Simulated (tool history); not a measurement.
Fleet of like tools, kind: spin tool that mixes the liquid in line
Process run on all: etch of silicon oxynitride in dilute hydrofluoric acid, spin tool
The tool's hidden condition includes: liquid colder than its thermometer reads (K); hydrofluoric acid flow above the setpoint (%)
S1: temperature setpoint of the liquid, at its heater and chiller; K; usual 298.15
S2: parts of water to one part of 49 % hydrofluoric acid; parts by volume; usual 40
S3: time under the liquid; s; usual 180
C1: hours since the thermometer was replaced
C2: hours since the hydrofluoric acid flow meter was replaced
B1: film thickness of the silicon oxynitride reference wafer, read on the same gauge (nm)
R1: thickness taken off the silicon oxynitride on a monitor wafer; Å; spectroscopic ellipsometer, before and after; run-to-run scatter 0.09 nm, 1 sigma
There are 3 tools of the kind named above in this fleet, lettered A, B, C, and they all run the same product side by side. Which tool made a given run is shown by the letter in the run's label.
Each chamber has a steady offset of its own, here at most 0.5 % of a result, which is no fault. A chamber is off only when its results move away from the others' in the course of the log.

{"run": "1A", "hour": 6.8, "S1": 298.15, "S2": 40, "S3": 180, "C1": 177.3, "C2": 525.2, "B1": 49.996, "R1": 121.96}
{"run": "2C", "hour": 19.1, "S1": 298.15, "S2": 40, "S3": 180, "C1": 1854.6, "C2": 1197.5, "B1": 49.986, "R1": 120.42}
{"run": "3B", "hour": 28.9, "S1": 298.15, "S2": 40, "S3": 180, "C1": 968.1, "C2": 839.5, "B1": 49.968, "R1": 120.9}
{"run": "4A", "hour": 42.1, "S1": 298.15, "S2": 40, "S3": 180, "C1": 212.6, "C2": 560.5, "B1": 50.008, "R1": 120.61}
{"run": "5C", "hour": 55.7, "S1": 298.15, "S2": 40, "S3": 180, "C1": 1891.2, "C2": 1234.1, "B1": 50.024, "R1": 119.57}
{"run": "6B", "hour": 64.4, "S1": 295.15, "S2": 35, "S3": 180, "C1": 1003.6, "C2": 875, "B1": 49.998, "R1": 119.98}
{"run": "7A", "hour": 73.3, "S1": 295.15, "S2": 35, "S3": 180, "C1": 243.8, "C2": 591.7, "B1": 49.967, "R1": 119.47}
{"run": "8C", "hour": 81.0, "S1": 295.15, "S2": 35, "S3": 180, "C1": 1916.5, "C2": 1259.4, "B1": 49.973, "R1": 120.46}
{"run": "9B", "hour": 89.1, "S1": 298.15, "S2": 50, "S3": 180, "C1": 1028.3, "C2": 899.7, "B1": 50, "R1": 97.107}
{"run": "10A", "hour": 98.8, "S1": 298.15, "S2": 50, "S3": 180, "C1": 269.3, "C2": 617.2, "B1": 49.998, "R1": 96.804}
{"hour": 107.6, "done": "chamber C: hydrofluoric acid flow meter replaced"}
{"run": "11B", "hour": 109.6, "S1": 298.15, "S2": 50, "S3": 180, "C1": 1048.8, "C2": 920.2, "B1": 49.992, "R1": 100.09}
{"run": "12C", "hour": 116.9, "S1": 298.15, "S2": 50, "S3": 140, "C1": 1952.4, "C2": 9.4, "B1": 49.981, "R1": 73.915}
{"run": "13B", "hour": 126.0, "S1": 298.15, "S2": 50, "S3": 140, "C1": 1065.2, "C2": 936.6, "B1": 50.008, "R1": 77.417}
{"run": "14C", "hour": 137.6, "S1": 298.15, "S2": 50, "S3": 140, "C1": 1973.1, "C2": 30.1, "B1": 49.996, "R1": 74.729}
{"run": "15A", "hour": 148.1, "S1": 298.15, "S2": 40, "S3": 180, "C1": 318.6, "C2": 666.5, "B1": 49.988, "R1": 120.29}
{"run": "16C", "hour": 154.7, "S1": 298.15, "S2": 40, "S3": 250, "C1": 1990.2, "C2": 47.2, "B1": 50.021, "R1": 168.31}
{"run": "17A", "hour": 162.9, "S1": 298.15, "S2": 40, "S3": 250, "C1": 333.4, "C2": 681.3, "B1": 50.024, "R1": 167.18}
{"run": "18B", "hour": 171.4, "S1": 298.15, "S2": 40, "S3": 250, "C1": 1110.6, "C2": 982, "B1": 50.008, "R1": 178.56}
{"run": "19B", "hour": 183.7, "S1": 298.15, "S2": 40, "S3": 180, "C1": 1122.9, "C2": 994.3, "B1": 50.014, "R1": 129.64}
{"run": "20C", "hour": 192.2, "S1": 298.15, "S2": 40, "S3": 180, "C1": 2027.7, "C2": 84.7, "B1": 49.967, "R1": 121.23}
{"run": "21A", "hour": 206.4, "S1": 298.15, "S2": 40, "S3": 180, "C1": 376.9, "C2": 724.8, "B1": 49.98, "R1": 120.49}

For the next run the whole fleet of 3 chambers uses the same settings. Give each chamber's results:
{"run": "22A", "hour": 217.3, "S1": 293.65, "S2": 40, "S3": 180, "R1": "?"}
{"run": "22B", "hour": 217.3, "S1": 293.65, "S2": 40, "S3": 180, "R1": "?"}
{"run": "22C", "hour": 217.3, "S1": 293.65, "S2": 40, "S3": 180, "R1": "?"}

run=22A R1=94.647
run=22B R1=106.38
run=22C R1=96.855
